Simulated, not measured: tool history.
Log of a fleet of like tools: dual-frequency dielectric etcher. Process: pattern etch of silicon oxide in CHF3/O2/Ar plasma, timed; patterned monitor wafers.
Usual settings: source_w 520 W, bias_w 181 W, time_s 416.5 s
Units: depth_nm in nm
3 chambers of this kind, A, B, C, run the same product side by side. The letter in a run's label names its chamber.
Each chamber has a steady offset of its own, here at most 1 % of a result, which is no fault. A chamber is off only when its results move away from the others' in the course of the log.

run   hour  source_w  bias_w  time_s  hours since the last wet clean  hours since the last source power generator calibration  hours since the last bias power generator calibration  read-back reference wafer on the same gauge, depth_nm  depth_nm
 1C   10.8       520     181   416.5                           368.3                                                   3956.1                                                 1519.5                                                 774.83    780.93
 2A   17.4       520     181   416.5                           111.4                                                   1755.3                                                 2557.5                                                 775.35    772.83
 3B   28.2       520     181   416.5                            95.1                                                   1851.6                                                 2343.7                                                 775.13    786.93
 4B   37.2       520     181   416.5                           104.1                                                   1860.6                                                 2352.7                                                 775.02    785.98
 5A   43.5       520     181   416.5                           137.5                                                   1781.4                                                 2583.6                                                 774.98    786.41
 6C   50.1       520     181   416.5                           407.6                                                   3995.4                                                 1558.8                                                 775.19    778.51
 7C   56.1       520     181   416.5                           413.6                                                   4001.4                                                 1564.8                                                 774.58    786.71
 8A   63.1       520     181   416.5                           157.1                                                   1801.0                                                 2603.2                                                 774.71    771.20
 9B   69.1       520     181   416.5                           136.0                                                   1892.5                                                 2384.6                                                 775.80    788.32
      71.8  -- chamber C: bias power generator calibrated
10A   78.7       440     202   416.5                           172.7                                                   1816.6                                                 2618.8                                                 775.57    754.52
11C   87.0       440     202   416.5                           444.5                                                   4032.3                                                   15.3                                                 774.37    760.64
12B   97.3       440     202   416.5                           164.2                                                   1920.7                                                 2412.8                                                 774.13    762.79
13B  105.4       520     181   416.5                           172.3                                                   1928.8                                                 2420.9                                                 774.71    785.70
14A  115.4       520     181   416.5                           209.4                                                   1853.3                                                 2655.5                                                 774.83    774.88
15C  121.8       520     181   416.5                           479.3                                                   4067.1                                                   50.1                                                 774.77    782.92
16B  131.3       520     181   416.5                           198.2                                                   1954.7                                                 2446.8                                                 773.55    785.59
17C  136.1       520     181   416.5                           493.6                                                   4081.4                                                   64.4                                                 776.01    774.65
18A  144.9       520     181   416.5                           238.9                                                   1882.8                                                 2685.0                                                 775.08    780.49
19A  154.6       520     196   416.5                           248.6                                                   1892.5                                                 2694.7                                                 775.26    793.32
20B  162.5       520     196   416.5                           229.4                                                   1985.9                                                 2478.0                                                 775.51    810.14
21C  173.0       520     196   416.5                           530.5                                                   4118.3                                                  101.3                                                 774.97    798.55
22A  183.7       520     181   416.5                           277.7                                                   1921.6                                                 2723.8                                                 774.82    778.08
23B  188.7       520     181   330.0                           255.6                                                   2012.1                                                 2504.2                                                 774.78    622.00
24C  198.4       520     181   330.0                           555.9                                                   4143.7                                                  126.7                                                 775.52    614.42
25A  203.5       520     181   330.0                           297.5                                                   1941.4                                                 2743.6                                                 774.83    617.68
26B  210.8       580     181   416.5                           277.7                                                   2034.2                                                 2526.3                                                 775.78    821.57
27C  218.5       580     181   416.5                           576.0                                                   4163.8                                                  146.8                                                 774.56    809.66

What goes on in this fleet: one chamber off, a drifting gauge, or nothing beyond the chambers' own small offsets? Name the chamber and the cause, if any.

No chamber stands off beyond its own small offset, and the gauge holds steady.
